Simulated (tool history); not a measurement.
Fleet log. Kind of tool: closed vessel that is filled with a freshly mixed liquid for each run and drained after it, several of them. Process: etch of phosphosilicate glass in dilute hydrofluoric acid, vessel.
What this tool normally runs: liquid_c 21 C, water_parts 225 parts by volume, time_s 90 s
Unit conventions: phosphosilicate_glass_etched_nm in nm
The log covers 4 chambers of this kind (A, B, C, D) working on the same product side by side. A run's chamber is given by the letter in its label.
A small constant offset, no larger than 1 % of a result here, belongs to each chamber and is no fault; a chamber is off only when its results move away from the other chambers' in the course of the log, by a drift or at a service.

run,hour,liquid_c,water_parts,time_s,"read-back film thickness of the phosphosilicate glass reference wafer, read on the same gauge (nm)",phosphosilicate_glass_etched_nm
1B,4.1,21,225,90,120.02,52.212
2A,8.3,21,225,90,119.98,52.027
3D,14.1,21,225,90,120.03,51.657
4C,21.5,21,225,90,120,51.948
5D,28,21,225,90,120.03,52.275
6B,33.8,21,225,90,120,51.55
7C,39.7,21,225,90,120,52.86
8A,44.1,21,225,90,120.02,52.703
9D,48.2,21,225,90,119.99,52.142
10B,51.7,21,225,90,120.04,51.462
11A,58.2,21,225,90,120.02,52.611
12C,62.6,21,225,90,120.01,53.017
13B,66.3,21,225,90,119.99,52.381
14C,69.6,19,225,90,119.99,49.495
15A,75.5,19,225,90,120.02,47.762
16D,79.3,19,225,90,120.01,48.242
17D,83.6,19,225,90,120,48.549
18B,88.4,21,225,90,120.02,51.877
19C,95,21,225,45,120,26.105
20A,98.8,21,225,45,119.98,25.571
21B,103.2,21,225,45,120.05,26.208
22D,107.1,21,225,45,120.02,26.938
23C,111,21,225,90,120.02,52.455
24A,118,21,260,90,120,43.432
25C,123.5,21,260,90,119.99,43.863
26A,128.5,21,260,90,119.95,43.733
27D,135.2,21,260,90,120.03,46.133
28B,140.6,21,225,90,119.99,51.324
29C,148,25.5,225,135,120,91.127
30B,152.7,25.5,225,135,119.99,91.644
31D,158.7,25.5,225,135,120,98.178
32A,163.3,25.5,225,135,120.01,93.142
33A,170.5,21,225,90,120.01,52.251

What goes on in this fleet: one chamber off, a drifting gauge, or nothing beyond the chambers' own small offsets? Name the chamber and the cause, if any.

Chamber D drifts away from the others.
Most likely cause: hydrofluoric acid flow above the setpoint (%) = 6.1.
The log may not tell that from: liquid hotter than its thermometer reads (K).

Below are 4 candidate recipes for chamber D's next run, each the usual settings with a change, their results shown as question marks. Which of them brings D's results back in line with what the other chambers give on the usual settings?
Maximum distance from the other chambers' mean on the usual settings for a result to count as in line: phosphosilicate_glass_etched_nm 1.8 nm
34D-1,175.9,21,200,90,,?
34D-2,175.9,21,240,85,,?
34D-3,175.9,21,220,95,,?
34D-4,175.9,21,230,85,,?

What the other chambers average on the usual settings: phosphosilicate_glass_etched_nm 52.212 nm
run,phosphosilicate_glass_etched_nm
34D-1,64.596
34D-2,49.069
34D-3,60.889
34D-4,51.653
The right change is 34D-4: it brings the chamber back within the allowed miss of the others.
